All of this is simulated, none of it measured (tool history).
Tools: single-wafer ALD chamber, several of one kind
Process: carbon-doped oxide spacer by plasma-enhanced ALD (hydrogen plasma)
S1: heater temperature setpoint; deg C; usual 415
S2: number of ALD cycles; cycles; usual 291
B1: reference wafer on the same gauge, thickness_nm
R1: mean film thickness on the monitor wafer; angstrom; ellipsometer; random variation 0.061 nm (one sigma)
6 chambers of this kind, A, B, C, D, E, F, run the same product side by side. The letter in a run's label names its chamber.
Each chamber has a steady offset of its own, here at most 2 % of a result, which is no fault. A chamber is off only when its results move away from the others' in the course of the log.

run,day,S1,S2,B1,R1
1A,0.433,415,291,13.099,138.58
2E,0.821,415,291,13.113,139.48
3B,1.162,415,291,13.105,140.62
4D,1.517,415,291,13.095,138.95
5F,1.762,415,291,13.103,141.57
6C,2.179,415,291,13.093,139.68
7A,2.396,415,291,13.105,137.53
8D,2.708,415,291,13.112,139.77
9C,3.042,415,291,13.106,139.59
10E,3.333,415,291,13.092,141.41
11B,3.567,415,291,13.105,139.69
12F,3.867,415,291,13.094,141.41
13B,4.121,415,291,13.110,140.46
14D,4.404,415,291,13.096,139.03
15C,4.717,415,291,13.105,139.16
16A,5.121,415,291,13.108,138.22
17E,5.442,429,261,13.091,119.61
18F,5.762,429,261,13.110,120.87
19A,6.138,429,261,13.090,117.86
20D,6.492,429,261,13.090,119.80
21B,6.871,429,261,13.093,120.03
22F,7.096,429,261,13.114,121.34
23E,7.333,415,291,13.105,140.23
24C,7.542,415,291,13.084,139.09
25F,7.783,401,244,13.104,123.72
26B,8.171,401,244,13.087,123.27
27C,8.538,401,244,13.097,121.43
28A,8.825,401,244,13.090,120.33
29D,9.029,401,244,13.098,121.34
30E,9.450,401,244,13.089,122.72
31F,9.821,415,291,13.104,141.39
32C,10.117,415,337,13.103,161.44
33A,10.462,415,337,13.083,160.64
34E,10.846,415,337,13.101,162.01
35B,11.271,415,337,13.110,160.57
36D,11.588,415,337,13.108,160.86
37C,11.800,415,337,13.105,161.08
38F,12.058,415,291,13.100,140.95
39B,12.329,415,291,13.101,140.59
40A,12.712,415,291,13.094,139.04
41D,12.938,415,291,13.101,138.65

Next, every chamber runs the same settings. What will each give?
42A,13.250,415,291,,?
42B,13.250,415,291,,?
42C,13.250,415,291,,?
42D,13.250,415,291,,?
42E,13.250,415,291,,?
42F,13.250,415,291,,?

run,R1
42A,139.21
42B,140.53
42C,138.77
42D,139.54
42E,140.00
42F,140.23
